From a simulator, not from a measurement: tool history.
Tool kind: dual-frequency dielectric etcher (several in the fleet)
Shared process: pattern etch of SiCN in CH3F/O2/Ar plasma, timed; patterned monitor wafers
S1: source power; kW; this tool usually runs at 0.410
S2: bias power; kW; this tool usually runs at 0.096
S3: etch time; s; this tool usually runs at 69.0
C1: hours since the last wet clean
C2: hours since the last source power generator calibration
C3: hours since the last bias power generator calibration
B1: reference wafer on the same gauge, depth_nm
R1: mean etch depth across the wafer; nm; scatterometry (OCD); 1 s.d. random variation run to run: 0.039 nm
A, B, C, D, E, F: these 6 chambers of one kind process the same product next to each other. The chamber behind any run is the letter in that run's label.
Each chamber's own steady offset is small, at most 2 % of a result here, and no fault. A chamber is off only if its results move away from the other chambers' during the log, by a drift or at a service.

Run 1E, hour 7.2: usual settings; C1 214.7; C2 1188.8; C3 1159.4; B1 31.997. Result: R1 29.353 nm.
Run 2B, hour 13.1: usual settings; C1 54.0; C2 1684.1; C3 4684.9; B1 31.999. Result: R1 28.974 nm.
Run 3D, hour 23.0: usual settings; C1 439.5; C2 3616.0; C3 2694.0; B1 31.978. Result: R1 28.984 nm.
Run 4F, hour 29.0: usual settings; C1 100.5; C2 752.3; C3 235.2; B1 31.993. Result: R1 29.148 nm.
Run 5C, hour 34.6: usual settings; C1 94.1; C2 1232.3; C3 732.3; B1 31.981. Result: R1 29.220 nm.
Run 6A, hour 44.1: usual settings; C1 163.1; C2 235.2; C3 3535.7; B1 31.976. Result: R1 28.422 nm.
Run 7E, hour 52.9: usual settings; C1 260.4; C2 1234.5; C3 1205.1; B1 31.978. Result: R1 29.413 nm.
Run 8A, hour 63.3: usual settings; C1 182.3; C2 254.4; C3 3554.9; B1 31.964. Result: R1 28.431 nm.
Run 9C, hour 74.5: usual settings; C1 134.0; C2 1272.2; C3 772.2; B1 31.967. Result: R1 29.162 nm.
Run 10B, hour 80.9: usual settings; C1 121.8; C2 1751.9; C3 4752.7; B1 31.953. Result: R1 29.023 nm.
At hour 85.6: chamber D: wet clean of the chamber.
Run 11F, hour 90.8: usual settings; C1 162.3; C2 814.1; C3 297.0; B1 31.943. Result: R1 29.030 nm.
Run 12D, hour 96.2: usual settings; C1 10.6; C2 3689.2; C3 2767.2; B1 31.948. Result: R1 28.927 nm.
Run 13C, hour 104.0: usual settings; C1 163.5; C2 1301.7; C3 801.7; B1 31.944. Result: R1 29.217 nm.
Run 14E, hour 115.1: usual settings; C1 322.6; C2 1296.7; C3 1267.3; B1 31.925. Result: R1 29.318 nm.
Run 15F, hour 126.3: usual settings but S3 75.5 s; C1 197.8; C2 849.6; C3 332.5; B1 31.929. Result: R1 31.781 nm.
Run 16A, hour 133.2: usual settings but S3 75.5 s; C1 252.2; C2 324.3; C3 3624.8; B1 31.929. Result: R1 31.174 nm.
Run 17B, hour 139.9: usual settings but S3 75.5 s; C1 180.8; C2 1810.9; C3 4811.7; B1 31.916. Result: R1 31.700 nm.
Run 18D, hour 145.4: usual settings but S3 75.5 s; C1 59.8; C2 3738.4; C3 2816.4; B1 31.925. Result: R1 31.706 nm.
Run 19F, hour 152.9: usual settings but S3 75.5 s; C1 224.4; C2 876.2; C3 359.1; B1 31.922. Result: R1 31.713 nm.
Run 20C, hour 160.4: usual settings but S3 75.5 s; C1 219.9; C2 1358.1; C3 858.1; B1 31.919. Result: R1 31.894 nm.
Run 21A, hour 166.3: usual settings; C1 285.3; C2 357.4; C3 3657.9; B1 31.913. Result: R1 28.320 nm.
Run 22D, hour 172.4: usual settings; C1 86.8; C2 3765.4; C3 2843.4; B1 31.909. Result: R1 28.936 nm.
Run 23B, hour 177.5: usual settings; C1 218.4; C2 1848.5; C3 4849.3; B1 31.913. Result: R1 28.908 nm.
Run 24E, hour 186.5: usual settings; C1 394.0; C2 1368.1; C3 1338.7; B1 31.900. Result: R1 29.319 nm.
Run 25C, hour 194.2: usual settings; C1 253.7; C2 1391.9; C3 891.9; B1 31.900. Result: R1 29.076 nm.
Run 26F, hour 204.0: usual settings; C1 275.5; C2 927.3; C3 410.2; B1 31.878. Result: R1 29.068 nm.
Run 27B, hour 211.3: usual settings; C1 252.2; C2 1882.3; C3 4883.1; B1 31.888. Result: R1 28.914 nm.
Run 28E, hour 220.6: usual settings but S2 0.079 kW; C1 428.1; C2 1402.2; C3 1372.8; B1 31.884. Result: R1 27.186 nm.
Run 29D, hour 226.5: usual settings but S2 0.079 kW; C1 140.9; C2 3819.5; C3 2897.5; B1 31.872. Result: R1 26.979 nm.
Run 30A, hour 236.4: usual settings but S2 0.079 kW; C1 355.4; C2 427.5; C3 3728.0; B1 31.869. Result: R1 26.411 nm.
Run 31B, hour 242.7: usual settings but S2 0.079 kW; C1 283.6; C2 1913.7; C3 4914.5; B1 31.865. Result: R1 26.928 nm.
Run 32D, hour 253.9: usual settings but S2 0.079 kW; C1 168.3; C2 3846.9; C3 2924.9; B1 31.856. Result: R1 26.977 nm.
At hour 258.7: chamber F: wet clean of the chamber.
Run 33C, hour 262.2: usual settings but S2 0.079 kW; C1 321.7; C2 1459.9; C3 959.9; B1 31.858. Result: R1 27.183 nm.
Run 34E, hour 269.0: usual settings; C1 476.5; C2 1450.6; C3 1421.2; B1 31.852. Result: R1 29.244 nm.
Run 35F, hour 280.6: usual settings; C1 22.0; C2 1003.9; C3 486.8; B1 31.834. Result: R1 28.998 nm.
Run 36A, hour 288.2: usual settings but S1 0.370 kW; C1 407.2; C2 479.3; C3 3779.8; B1 31.851. Result: R1 27.359 nm.
Run 37E, hour 295.8: usual settings but S1 0.370 kW; C1 503.3; C2 1477.4; C3 1448.0; B1 31.836. Result: R1 28.149 nm.
Run 38C, hour 303.3: usual settings but S1 0.370 kW; C1 362.8; C2 1501.0; C3 1001.0; B1 31.826. Result: R1 28.016 nm.
Run 39F, hour 314.2: usual settings but S1 0.370 kW; C1 55.6; C2 1037.5; C3 520.4; B1 31.830. Result: R1 27.965 nm.

Each of the 6 chambers runs these same settings next. Fill in every chamber's results:
Run 40A, hour 322.8: usual settings but S2 0.087 kW. Result: R1 ?.
Run 40B, hour 322.8: usual settings but S2 0.087 kW. Result: R1 ?.
Run 40C, hour 322.8: usual settings but S2 0.087 kW. Result: R1 ?.
Run 40D, hour 322.8: usual settings but S2 0.087 kW. Result: R1 ?.
Run 40E, hour 322.8: usual settings but S2 0.087 kW. Result: R1 ?.
Run 40F, hour 322.8: usual settings but S2 0.087 kW. Result: R1 ?.

run      R1
40A  27.317
40B  27.791
40C  28.030
40D  27.884
40E  28.155
40F  27.896
